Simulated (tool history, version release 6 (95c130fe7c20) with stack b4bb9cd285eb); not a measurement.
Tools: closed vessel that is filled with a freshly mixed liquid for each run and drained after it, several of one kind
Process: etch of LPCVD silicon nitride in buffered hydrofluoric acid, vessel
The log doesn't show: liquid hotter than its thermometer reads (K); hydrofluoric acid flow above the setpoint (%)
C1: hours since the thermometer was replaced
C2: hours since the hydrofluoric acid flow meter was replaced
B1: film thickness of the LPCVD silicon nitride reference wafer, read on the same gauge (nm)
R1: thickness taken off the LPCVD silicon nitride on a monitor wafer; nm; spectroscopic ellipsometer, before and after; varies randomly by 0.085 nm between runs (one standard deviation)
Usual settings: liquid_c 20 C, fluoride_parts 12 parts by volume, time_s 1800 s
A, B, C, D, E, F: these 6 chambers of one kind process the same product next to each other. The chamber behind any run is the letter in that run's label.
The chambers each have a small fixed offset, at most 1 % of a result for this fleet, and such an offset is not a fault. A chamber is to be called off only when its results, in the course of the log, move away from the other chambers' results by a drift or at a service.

Run 1E, hour 3.7: usual settings; C1 1280.1; C2 1134.3; B1 149.99. Result: R1 16.388 nm.
Run 2B, hour 6.7: usual settings; C1 2514.7; C2 730.1; B1 150.03. Result: R1 16.244 nm.
Run 3A, hour 11.8: usual settings; C1 1690; C2 1367.7; B1 150.02. Result: R1 16.155 nm.
Run 4D, hour 17.1: usual settings; C1 1137.7; C2 1130.3; B1 150. Result: R1 16.021 nm.
Run 5F, hour 20.1: usual settings; C1 1341.3; C2 637.1; B1 149.99. Result: R1 16.027 nm.
Run 6C, hour 25.5: usual settings but liquid_c 22 C, time_s 890 s; C1 645.8; C2 1168.2; B1 149.99. Result: R1 9.1127 nm.
Run 7D, hour 31.1: usual settings but liquid_c 22 C, time_s 890 s; C1 1151.7; C2 1144.3; B1 150.01. Result: R1 8.9394 nm.
Run 8A, hour 34.8: usual settings but liquid_c 22 C, time_s 890 s; C1 1713; C2 1390.7; B1 150.03. Result: R1 8.9593 nm.
Run 9E, hour 38.1: usual settings but liquid_c 22 C, time_s 890 s; C1 1314.5; C2 1168.7; B1 150.02. Result: R1 9.0787 nm.
Run 10B, hour 41.6: usual settings but liquid_c 22 C, time_s 890 s; C1 2549.6; C2 765; B1 149.99. Result: R1 8.9157 nm.
Run 11F, hour 44.5: usual settings but liquid_c 22 C, time_s 890 s; C1 1365.7; C2 661.5; B1 149.99. Result: R1 8.9448 nm.
Run 12C, hour 49.1: usual settings; C1 669.4; C2 1191.8; B1 149.97. Result: R1 16.458 nm.
Run 13E, hour 52.9: usual settings; C1 1329.3; C2 1183.5; B1 149.99. Result: R1 16.438 nm.
Run 14F, hour 56.8: usual settings; C1 1378; C2 673.8; B1 149.99. Result: R1 16.042 nm.
Run 15B, hour 59.3: usual settings; C1 2567.3; C2 782.7; B1 149.99. Result: R1 16.204 nm.
Run 16A, hour 63.9: usual settings; C1 1742.1; C2 1419.8; B1 150. Result: R1 16.275 nm.
Run 17C, hour 68.2: usual settings; C1 688.5; C2 1210.9; B1 150. Result: R1 16.257 nm.
Run 18D, hour 73.6: usual settings but liquid_c 17 C, time_s 2780 s; C1 1194.2; C2 1186.8; B1 150. Result: R1 20.983 nm.
Run 19F, hour 79: usual settings but liquid_c 17 C, time_s 2780 s; C1 1400.2; C2 696; B1 149.99. Result: R1 21.055 nm.
Run 20D, hour 83.7: usual settings but liquid_c 17 C, time_s 2780 s; C1 1204.3; C2 1196.9; B1 150.01. Result: R1 21.072 nm.
Run 21E, hour 89.1: usual settings but liquid_c 17 C, time_s 2780 s; C1 1365.5; C2 1219.7; B1 149.99. Result: R1 21.336 nm.
Run 22A, hour 93.1: usual settings but liquid_c 17 C, time_s 2780 s; C1 1771.3; C2 1449; B1 150.02. Result: R1 20.905 nm.
At hour 96.2: chamber B: thermometer replaced.
Run 23B, hour 97.2: usual settings but liquid_c 17 C, time_s 2780 s; C1 1.1; C2 820.6; B1 150.01. Result: R1 21.328 nm.
Run 24C, hour 102.4: usual settings; C1 722.7; C2 1245.1; B1 150.02. Result: R1 16.358 nm.
Run 25A, hour 106.4: usual settings; C1 1784.6; C2 1462.3; B1 149.99. Result: R1 16.176 nm.
Run 26D, hour 109.1: usual settings; C1 1229.7; C2 1222.3; B1 150.02. Result: R1 16.223 nm.
Run 27E, hour 114.2: usual settings but liquid_c 17 C, fluoride_parts 7.5 parts by volume; C1 1390.6; C2 1244.8; B1 149.96. Result: R1 21.408 nm.
Run 28C, hour 117.2: usual settings but liquid_c 17 C, fluoride_parts 7.5 parts by volume; C1 737.5; C2 1259.9; B1 149.99. Result: R1 21.691 nm.
Run 29F, hour 120.6: usual settings but liquid_c 17 C, fluoride_parts 7.5 parts by volume; C1 1441.8; C2 737.6; B1 150.02. Result: R1 21.358 nm.
Run 30B, hour 126.1: usual settings but liquid_c 17 C, fluoride_parts 7.5 parts by volume; C1 30; C2 849.5; B1 149.99. Result: R1 21.07 nm.
Run 31A, hour 129.1: usual settings but liquid_c 17 C, fluoride_parts 7.5 parts by volume; C1 1807.3; C2 1485; B1 150.01. Result: R1 21.005 nm.
Run 32B, hour 133.5: usual settings but liquid_c 17 C, fluoride_parts 7.5 parts by volume; C1 37.4; C2 856.9; B1 150. Result: R1 21.227 nm.
Run 33C, hour 136.6: usual settings; C1 756.9; C2 1279.3; B1 149.99. Result: R1 16.285 nm.
Run 34E, hour 139.2: usual settings; C1 1415.6; C2 1269.8; B1 150. Result: R1 16.287 nm.
Run 35D, hour 144.4: usual settings; C1 1265; C2 1257.6; B1 149.99. Result: R1 16.154 nm.
Run 36F, hour 149.4: usual settings; C1 1470.6; C2 766.4; B1 150.01. Result: R1 16.21 nm.
Run 37D, hour 153.5: usual settings but fluoride_parts 16.5 parts by volume; C1 1274.1; C2 1266.7; B1 150. Result: R1 11.723 nm.
Run 38F, hour 158.3: usual settings but fluoride_parts 16.5 parts by volume; C1 1479.5; C2 775.3; B1 150.03. Result: R1 11.74 nm.
Run 39B, hour 164: usual settings but fluoride_parts 16.5 parts by volume; C1 67.9; C2 887.4; B1 150.02. Result: R1 11.87 nm.
Run 40A, hour 168.6: usual settings but fluoride_parts 16.5 parts by volume; C1 1846.8; C2 1524.5; B1 149.99. Result: R1 11.969 nm.
Run 41E, hour 172.3: usual settings but fluoride_parts 16.5 parts by volume; C1 1448.7; C2 1302.9; B1 150.01. Result: R1 11.944 nm.
Run 42C, hour 175.6: usual settings but fluoride_parts 16.5 parts by volume; C1 795.9; C2 1318.3; B1 149.99. Result: R1 11.898 nm.

Predict what each chamber gives when all 6 of them run the settings below next.
Run 43A, hour 179.7: usual settings. Result: R1 ?.
Run 43B, hour 179.7: usual settings. Result: R1 ?.
Run 43C, hour 179.7: usual settings. Result: R1 ?.
Run 43D, hour 179.7: usual settings. Result: R1 ?.
Run 43E, hour 179.7: usual settings. Result: R1 ?.
Run 43F, hour 179.7: usual settings. Result: R1 ?.

run      R1
43A  16.258
43B  16.178
43C  16.407
43D  16.214
43E  16.264
43F  16.053
